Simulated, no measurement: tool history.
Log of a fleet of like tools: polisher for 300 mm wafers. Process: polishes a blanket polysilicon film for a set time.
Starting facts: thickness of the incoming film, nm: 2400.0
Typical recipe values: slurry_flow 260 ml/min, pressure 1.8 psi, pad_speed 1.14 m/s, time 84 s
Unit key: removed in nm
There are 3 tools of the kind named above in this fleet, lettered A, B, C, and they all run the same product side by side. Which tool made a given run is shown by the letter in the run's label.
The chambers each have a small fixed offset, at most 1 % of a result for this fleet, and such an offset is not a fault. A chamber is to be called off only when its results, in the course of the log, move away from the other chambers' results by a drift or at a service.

run 1C day=0.496 | slurry_flow=260 pressure=1.8 pad_speed=1.14 time=84 | removed=586.79
run 2B day=0.862 | slurry_flow=260 pressure=1.8 pad_speed=1.14 time=84 | removed=578.81
run 3A day=1.142 | slurry_flow=260 pressure=1.8 pad_speed=1.14 time=84 | removed=583.61
run 4B day=1.483 | slurry_flow=260 pressure=1.8 pad_speed=1.14 time=84 | removed=578.14
run 5A day=1.912 | slurry_flow=260 pressure=1.8 pad_speed=1.14 time=84 | removed=571.02
-- day=2.062 chamber A: worn pad replaced by a new one
-- day=2.129 chamber C: worn pad replaced by a new one
run 6C day=2.25 | slurry_flow=260 pressure=1.8 pad_speed=1.14 time=84 | removed=580.75
run 7C day=2.775 | slurry_flow=260 pressure=1.8 pad_speed=1.14 time=84 | removed=585.59
run 8B day=3.208 | slurry_flow=260 pressure=1.8 pad_speed=1.14 time=84 | removed=573.3
run 9A day=3.654 | slurry_flow=260 pressure=1.8 pad_speed=1.14 time=84 | removed=571.96
run 10A day=4.079 | slurry_flow=345 pressure=1.8 pad_speed=0.9 time=84 | removed=472.92
-- day=4.146 chamber A: head pressure recalibrated
run 11C day=4.529 | slurry_flow=345 pressure=1.8 pad_speed=0.9 time=84 | removed=474.2
run 12B day=5.042 | slurry_flow=345 pressure=1.8 pad_speed=0.9 time=84 | removed=479.07
run 13B day=5.454 | slurry_flow=260 pressure=1.8 pad_speed=1.14 time=84 | removed=580.43
-- day=5.675 chamber A: worn pad replaced by a new one
run 14C day=5.729 | slurry_flow=260 pressure=1.8 pad_speed=1.14 time=84 | removed=595.33
-- day=5.954 chamber B: slurry nozzle cleaned
run 15A day=6.221 | slurry_flow=260 pressure=1.8 pad_speed=1.14 time=84 | removed=581.96
run 16C day=6.575 | slurry_flow=260 pressure=1.8 pad_speed=1.14 time=84 | removed=580.77
run 17A day=6.988 | slurry_flow=260 pressure=1.8 pad_speed=1.14 time=94 | removed=645.86
run 18B day=7.312 | slurry_flow=260 pressure=1.8 pad_speed=1.14 time=94 | removed=646.45
run 19C day=7.683 | slurry_flow=260 pressure=1.8 pad_speed=1.14 time=94 | removed=650.98
run 20A day=8.108 | slurry_flow=260 pressure=1.8 pad_speed=1.14 time=84 | removed=570.08
run 21B day=8.596 | slurry_flow=260 pressure=1.8 pad_speed=1.14 time=84 | removed=581.49
run 22A day=8.9 | slurry_flow=260 pressure=1.8 pad_speed=1.14 time=84 | removed=584.34
-- day=8.988 chamber C: worn pad replaced by a new one
run 23C day=9.25 | slurry_flow=180 pressure=1.8 pad_speed=1.14 time=61 | removed=411.53
-- day=9.546 chamber A: worn pad replaced by a new one
run 24B day=9.6 | slurry_flow=180 pressure=1.8 pad_speed=1.14 time=61 | removed=394.87
-- day=9.817 chamber C: slurry nozzle cleaned
run 25B day=9.896 | slurry_flow=180 pressure=1.8 pad_speed=1.14 time=61 | removed=385.2
run 26A day=10.242 | slurry_flow=260 pressure=1.8 pad_speed=1.14 time=84 | removed=576.2
run 27C day=10.788 | slurry_flow=260 pressure=1.8 pad_speed=1.14 time=84 | removed=594.01
-- day=10.846 chamber A: slurry nozzle cleaned
run 28B day=11.308 | slurry_flow=260 pressure=1.8 pad_speed=1.14 time=84 | removed=560.12
run 29C day=11.846 | slurry_flow=260 pressure=1.8 pad_speed=1.14 time=84 | removed=583.55
run 30A day=12.117 | slurry_flow=260 pressure=1.8 pad_speed=1.14 time=84 | removed=581.67
run 31A day=12.467 | slurry_flow=260 pressure=1.3 pad_speed=1.14 time=84 | removed=421.73
-- day=12.658 chamber A: worn pad replaced by a new one
run 32B day=12.771 | slurry_flow=260 pressure=1.3 pad_speed=1.14 time=84 | removed=397.04
run 33C day=13.246 | slurry_flow=260 pressure=1.3 pad_speed=1.14 time=84 | removed=411.62
run 34C day=13.608 | slurry_flow=260 pressure=1.8 pad_speed=1.14 time=84 | removed=580.89
run 35B day=14.117 | slurry_flow=260 pressure=1.8 pad_speed=1.14 time=84 | removed=541.62
run 36A day=14.675 | slurry_flow=260 pressure=1.8 pad_speed=1.14 time=84 | removed=580.41
run 37A day=15.162 | slurry_flow=260 pressure=1.8 pad_speed=1.14 time=84 | removed=570.42
-- day=15.375 chamber C: worn pad replaced by a new one
run 38B day=15.658 | slurry_flow=260 pressure=1.8 pad_speed=1.14 time=84 | removed=532.18
-- day=16.054 chamber A: worn pad replaced by a new one
run 39C day=16.217 | slurry_flow=260 pressure=1.8 pad_speed=1.14 time=84 | removed=569.62
run 40A day=16.517 | slurry_flow=260 pressure=1.8 pad_speed=1.14 time=84 | removed=586.36
run 41B day=16.946 | slurry_flow=260 pressure=1.8 pad_speed=1.14 time=84 | removed=519.14
run 42C day=17.233 | slurry_flow=260 pressure=1.8 pad_speed=1.14 time=84 | removed=586.19

What goes on in this fleet: one chamber off, a drifting gauge, or nothing beyond the chambers' own small offsets? Name the chamber and the cause, if any.

Chamber B drifts away from the others.
Cause: removal rate lost through wear of the pad, % = 9.88.
The log may not tell that from: head's pressure below its setpoint, %.

Here are 4 candidates for chamber B's next run, each the usual settings with a change, their results left as question marks. Which one brings its results back in line with what the others give on the usual settings?
A result is in line if it is within this distance of the other chambers' mean on the usual settings: removed 22 nm
run 43B-1 day=17.654 | slurry_flow=260 pressure=1.7 pad_speed=1.08 time=84 | removed=?
run 43B-2 day=17.654 | slurry_flow=260 pressure=1.9 pad_speed=1.22 time=90 | removed=?
run 43B-3 day=17.654 | slurry_flow=260 pressure=2 pad_speed=1.14 time=84 | removed=?
run 43B-4 day=17.654 | slurry_flow=260 pressure=1.8 pad_speed=1.02 time=76 | removed=?

Average result of the remaining chambers running the usual settings: removed 579.64 nm
run=43B-1 removed=467.88
run=43B-2 removed=632.67
run=43B-3 removed=581.74
run=43B-4 removed=424.03
43B-3 is the one that brings the chamber's results back in line with the other chambers.

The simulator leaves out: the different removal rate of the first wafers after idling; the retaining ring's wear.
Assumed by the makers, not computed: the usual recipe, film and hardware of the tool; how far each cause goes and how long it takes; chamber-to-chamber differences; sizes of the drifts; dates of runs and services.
